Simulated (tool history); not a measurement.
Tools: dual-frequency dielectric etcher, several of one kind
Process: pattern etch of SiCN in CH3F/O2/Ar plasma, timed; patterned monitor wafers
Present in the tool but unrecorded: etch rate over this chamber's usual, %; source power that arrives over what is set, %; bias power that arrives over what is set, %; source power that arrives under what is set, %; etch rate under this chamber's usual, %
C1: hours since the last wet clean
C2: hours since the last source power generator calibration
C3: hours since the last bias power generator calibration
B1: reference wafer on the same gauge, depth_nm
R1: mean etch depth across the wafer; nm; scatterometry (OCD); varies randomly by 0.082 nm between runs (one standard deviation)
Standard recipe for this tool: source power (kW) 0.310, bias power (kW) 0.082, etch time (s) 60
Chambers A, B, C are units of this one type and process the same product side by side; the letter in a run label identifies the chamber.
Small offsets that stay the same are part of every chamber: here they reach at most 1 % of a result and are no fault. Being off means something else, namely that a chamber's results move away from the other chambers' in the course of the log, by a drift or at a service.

Run 1C, hour 6.1: usual settings; C1 401.3; C2 1277.7; C3 1158.8; B1 20.098. Result: R1 21.527 nm.
Run 2A, hour 12.5: usual settings; C1 223.1; C2 1118.1; C3 1664.7; B1 20.095. Result: R1 21.462 nm.
Run 3B, hour 17.1: usual settings; C1 419.4; C2 1081.0; C3 619.6; B1 20.113. Result: R1 21.297 nm.
Run 4B, hour 23.7: usual settings; C1 426.0; C2 1087.6; C3 626.2; B1 20.094. Result: R1 21.502 nm.
Run 5C, hour 27.8: usual settings; C1 423.0; C2 1299.4; C3 1180.5; B1 20.098. Result: R1 21.323 nm.
Run 6A, hour 34.0: usual settings; C1 244.6; C2 1139.6; C3 1686.2; B1 20.110. Result: R1 21.293 nm.
Run 7C, hour 40.1: usual settings; C1 435.3; C2 1311.7; C3 1192.8; B1 20.084. Result: R1 21.269 nm.
Run 8B, hour 44.5: usual settings but source power (kW) 0.340; C1 446.8; C2 1108.4; C3 647.0; B1 20.106. Result: R1 22.049 nm.
Run 9A, hour 50.6: usual settings but source power (kW) 0.340; C1 261.2; C2 1156.2; C3 1702.8; B1 20.090. Result: R1 21.962 nm.
Run 10A, hour 55.1: usual settings but source power (kW) 0.340; C1 265.7; C2 1160.7; C3 1707.3; B1 20.091. Result: R1 21.999 nm.
Run 11B, hour 58.3: usual settings but source power (kW) 0.260; C1 460.6; C2 1122.2; C3 660.8; B1 20.101. Result: R1 20.150 nm.
Run 12C, hour 61.8: usual settings but source power (kW) 0.260; C1 457.0; C2 1333.4; C3 1214.5; B1 20.114. Result: R1 19.817 nm.
At hour 65.5: chamber B: wet clean of the chamber.
Run 13B, hour 68.6: usual settings but source power (kW) 0.260; C1 3.1; C2 1132.5; C3 671.1; B1 20.092. Result: R1 20.097 nm.
Run 14A, hour 75.8: usual settings; C1 286.4; C2 1181.4; C3 1728.0; B1 20.100. Result: R1 21.375 nm.
Run 15C, hour 80.3: usual settings; C1 475.5; C2 1351.9; C3 1233.0; B1 20.090. Result: R1 20.856 nm.
Run 16C, hour 86.2: usual settings but bias power (kW) 0.075; C1 481.4; C2 1357.8; C3 1238.9; B1 20.108. Result: R1 20.126 nm.
Run 17A, hour 91.6: usual settings but bias power (kW) 0.075; C1 302.2; C2 1197.2; C3 1743.8; B1 20.092. Result: R1 20.695 nm.
Run 18B, hour 97.0: usual settings but bias power (kW) 0.075; C1 31.5; C2 1160.9; C3 699.5; B1 20.082. Result: R1 20.612 nm.
Run 19C, hour 102.4: usual settings; C1 497.6; C2 1374.0; C3 1255.1; B1 20.107. Result: R1 20.578 nm.
Run 20B, hour 106.3: usual settings; C1 40.8; C2 1170.2; C3 708.8; B1 20.102. Result: R1 21.315 nm.
Run 21A, hour 112.0: usual settings; C1 322.6; C2 1217.6; C3 1764.2; B1 20.114. Result: R1 21.341 nm.
Run 22B, hour 116.2: usual settings; C1 50.7; C2 1180.1; C3 718.7; B1 20.093. Result: R1 21.467 nm.
Run 23A, hour 120.1: usual settings; C1 330.7; C2 1225.7; C3 1772.3; B1 20.106. Result: R1 21.276 nm.

Predict what each chamber gives when all 3 of them run the settings below next.
Run 24A, hour 125.3: usual settings. Result: R1 ?.
Run 24B, hour 125.3: usual settings. Result: R1 ?.
Run 24C, hour 125.3: usual settings. Result: R1 ?.

run      R1
24A  21.363
24B  21.386
24C  20.367
